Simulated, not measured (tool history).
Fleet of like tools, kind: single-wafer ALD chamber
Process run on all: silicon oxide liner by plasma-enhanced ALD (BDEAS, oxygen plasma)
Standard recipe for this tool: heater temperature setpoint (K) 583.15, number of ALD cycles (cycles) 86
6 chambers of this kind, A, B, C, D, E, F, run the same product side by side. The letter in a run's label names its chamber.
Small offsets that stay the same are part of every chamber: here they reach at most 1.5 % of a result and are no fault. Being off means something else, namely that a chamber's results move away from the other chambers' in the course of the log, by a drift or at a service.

run,hour,heater temperature setpoint (K),number of ALD cycles (cycles),"read-back reference wafer on the same gauge, thickness_nm",mean film thickness on the monitor wafer (nm)
1E,9,583.15,86,7.9991,7.8791
2C,16.4,583.15,86,7.9984,7.8753
3D,30.1,583.15,86,7.998,7.9049
4F,40.7,583.15,86,7.9962,7.8837
5A,51.1,583.15,86,7.9947,7.7998
6B,63.2,583.15,86,7.9932,7.9344
7A,69.4,583.15,86,7.9943,7.7914
8D,75.9,583.15,100,7.9927,9.1834
9C,82.8,583.15,100,7.9936,9.1663
10E,89.7,583.15,100,7.9928,9.1508
11F,101,583.15,100,7.9923,9.192
12B,109.6,583.15,100,7.9911,9.2133
13B,118.4,583.15,100,7.994,9.2337
14A,129.7,583.15,80,7.9897,7.2389
15F,141,583.15,80,7.9859,7.3569
16C,151.6,583.15,80,7.9839,7.3098
17E,162.9,583.15,80,7.9878,7.3068
18D,171.3,583.15,80,7.9855,7.3349
19F,183.9,583.15,80,7.9876,7.3571
20A,193.3,583.15,86,7.9842,7.7743
21D,205.7,583.15,86,7.9835,7.8902
# hour 208.8: chamber E: thermocouple changed; heater temperature recalibrated
22B,216.5,583.15,86,7.9838,7.9158
23C,225.6,583.15,86,7.9832,7.8592
24E,237.9,583.15,86,7.9802,7.8629
25D,248.6,583.15,86,7.9776,7.8842
26B,262.6,583.15,86,7.9792,7.9291
27C,275.4,583.15,86,7.9781,7.8703
28E,288.5,583.15,86,7.9772,7.8522
29A,296.4,595.15,77,7.9744,6.8311
30F,304.3,595.15,77,7.9778,6.9284
31F,311,595.15,77,7.9769,6.9476
32C,324.3,595.15,77,7.9745,6.9097
33E,335.2,595.15,77,7.972,6.9157
34D,346.2,595.15,77,7.9746,6.9192
35B,354.9,583.15,86,7.9711,7.8979
36A,364.9,583.15,86,7.9714,7.7721
# hour 369.1: chamber F: thermocouple changed; heater temperature recalibrated
37B,371.4,583.15,86,7.9696,7.921
38A,383.6,583.15,86,7.9684,7.7662
39C,393.1,583.15,86,7.9671,7.843
40F,405.7,583.15,86,7.9674,7.8742
41E,417.9,583.15,86,7.9661,7.8198
42D,429.8,583.15,86,7.9669,7.8852
43B,436.3,583.15,86,7.963,7.9045
44F,449,583.15,86,7.9633,7.8686

The same settings go to every chamber for the next run, one line per chamber below. Forecast the results for each:
45A,459.3,583.15,86,,?
45B,459.3,583.15,86,,?
45C,459.3,583.15,86,,?
45D,459.3,583.15,86,,?
45E,459.3,583.15,86,,?
45F,459.3,583.15,86,,?

run,mean film thickness on the monitor wafer (nm)
45A,7.7604
45B,7.9078
45C,7.8377
45D,7.8755
45E,7.8363
45F,7.888
